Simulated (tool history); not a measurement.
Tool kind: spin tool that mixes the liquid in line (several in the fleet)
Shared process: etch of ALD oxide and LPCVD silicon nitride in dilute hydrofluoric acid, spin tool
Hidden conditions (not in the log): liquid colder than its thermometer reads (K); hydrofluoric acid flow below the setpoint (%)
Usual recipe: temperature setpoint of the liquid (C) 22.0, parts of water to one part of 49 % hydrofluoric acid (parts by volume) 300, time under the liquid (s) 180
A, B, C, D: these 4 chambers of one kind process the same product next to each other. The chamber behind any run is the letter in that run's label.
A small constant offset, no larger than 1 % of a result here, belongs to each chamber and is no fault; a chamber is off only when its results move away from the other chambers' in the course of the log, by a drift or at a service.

run	hour	temperature setpoint of the liquid (C)	parts of water to one part of 49 % hydrofluoric acid (parts by volume)	time under the liquid (s)	hours since the thermometer was replaced	hours since the hydrofluoric acid flow meter was replaced	read-back film thickness of the ALD oxide reference wafer, read on the same gauge (nm)	read-back film thickness of the LPCVD silicon nitride reference wafer, read on the same gauge (nm)	thickness taken off the ALD oxide on a monitor wafer (Å)	thickness taken off the LPCVD silicon nitride on a monitor wafer (Å)
1C	5.2	22.0	300	180	1421.4	1610.8	49.992	79.985	43.808	3.1494
2B	8.0	22.0	300	180	402.4	83.7	49.974	79.985	43.591	3.1365
3D	12.3	22.0	300	180	1596.7	2101.7	49.986	79.990	43.870	3.3310
4A	14.9	22.0	300	180	466.1	550.7	50.040	79.975	44.001	3.0378
5C	18.7	22.0	300	180	1434.9	1624.3	50.025	80.016	44.300	3.3787
6D	21.5	22.0	300	180	1605.9	2110.9	49.990	80.030	44.553	3.6680
7A	26.1	22.0	300	180	477.3	561.9	50.004	80.002	44.707	2.7907
8B	29.3	22.0	300	180	423.7	105.0	50.011	80.008	44.040	3.0055
9B	33.8	22.0	400	135	428.2	109.5	50.024	80.005	22.522	1.5577
10A	36.1	22.0	400	135	487.3	571.9	49.977	80.004	22.777	1.5072
11D	39.3	22.0	400	135	1623.7	2128.7	49.988	80.005	22.613	1.6970
12C	42.3	22.0	400	135	1458.5	1647.9	50.017	79.995	22.786	1.5930
13A	46.3	22.0	300	180	497.5	582.1	50.007	79.988	44.244	2.9001
14D	50.9	22.0	300	180	1635.3	2140.3	50.001	80.011	43.744	2.6042
15C	55.4	22.0	300	180	1471.6	1661.0	50.013	80.004	43.921	3.2813
16B	58.9	19.0	365	180	453.3	134.6	49.992	80.000	30.926	2.0529
17D	63.3	19.0	365	180	1647.7	2152.7	50.011	80.006	30.536	2.1081
18A	67.7	19.0	365	180	518.9	603.5	50.036	80.015	30.507	1.8962
19B	70.7	19.0	365	180	465.1	146.4	50.021	80.020	30.451	2.4214
20C	74.8	22.0	300	180	1491.0	1680.4	50.025	80.013	44.372	3.2712
21C	77.9	22.0	300	180	1494.1	1683.5	50.002	80.024	44.093	3.5121
22A	80.5	22.0	420	180	531.7	616.3	50.004	80.002	28.626	2.0434
23D	85.3	22.0	420	180	1669.7	2174.7	49.977	79.998	28.063	2.4627
24B	90.1	22.0	420	180	484.5	165.8	50.005	80.019	27.773	2.0822
25D	93.6	22.0	420	180	1678.0	2183.0	50.012	79.996	28.066	2.2726
26B	97.0	22.0	300	180	491.4	172.7	50.014	80.001	42.654	2.7022
27C	101.1	22.0	300	180	1517.3	1706.7	49.999	80.000	44.571	3.2486
28A	105.0	22.0	300	180	556.2	640.8	49.999	79.994	44.396	3.2137
29A	109.7	22.0	300	180	560.9	645.5	50.021	80.024	44.420	2.2574
30B	114.8	22.0	300	180	509.2	190.5	49.980	80.003	42.387	2.7625
31C	118.3	22.0	300	180	1534.5	1723.9	50.024	80.019	44.173	2.8070
32D	121.0	19.5	300	180	1705.4	2210.4	50.004	79.994	39.836	2.4327
33B	126.3	19.5	300	180	520.7	202.0	49.997	80.017	38.286	2.0483
34D	131.1	19.5	300	180	1715.5	2220.5	49.988	79.982	40.048	2.6358
35A	135.9	19.5	300	180	587.1	671.7	50.007	79.983	40.450	2.9000
36C	139.0	22.0	300	180	1555.2	1744.6	50.015	79.994	44.556	2.8365
37B	142.3	22.0	300	180	536.7	218.0	49.995	79.987	41.693	2.4284
38C	144.8	22.0	155	115	1561.0	1750.4	49.992	80.033	64.045	3.3114
39A	147.4	22.0	155	115	598.6	683.2	50.017	79.994	64.850	3.3764
40D	151.3	22.0	155	115	1735.7	2240.7	49.981	80.009	64.015	4.1865
41B	156.0	22.0	155	115	550.4	231.7	49.995	80.005	58.268	2.7624
42A	160.6	22.0	300	180	611.8	696.4	50.011	79.982	44.638	2.9378
43D	163.1	22.0	300	180	1747.5	2252.5	49.987	80.010	43.933	2.9260

Next, all 4 chambers run the settings below, one line each with question marks for the results. What does each chamber give?
44A	166.9	22.0	300	80					?	?
44B	166.9	22.0	300	80					?	?
44C	166.9	22.0	300	80					?	?
44D	166.9	22.0	300	80					?	?

run	thickness taken off the ALD oxide on a monitor wafer (Å)	thickness taken off the LPCVD silicon nitride on a monitor wafer (Å)
44A	19.748	1.2523
44B	18.344	1.1358
44C	19.631	1.2867
44D	19.434	1.4973
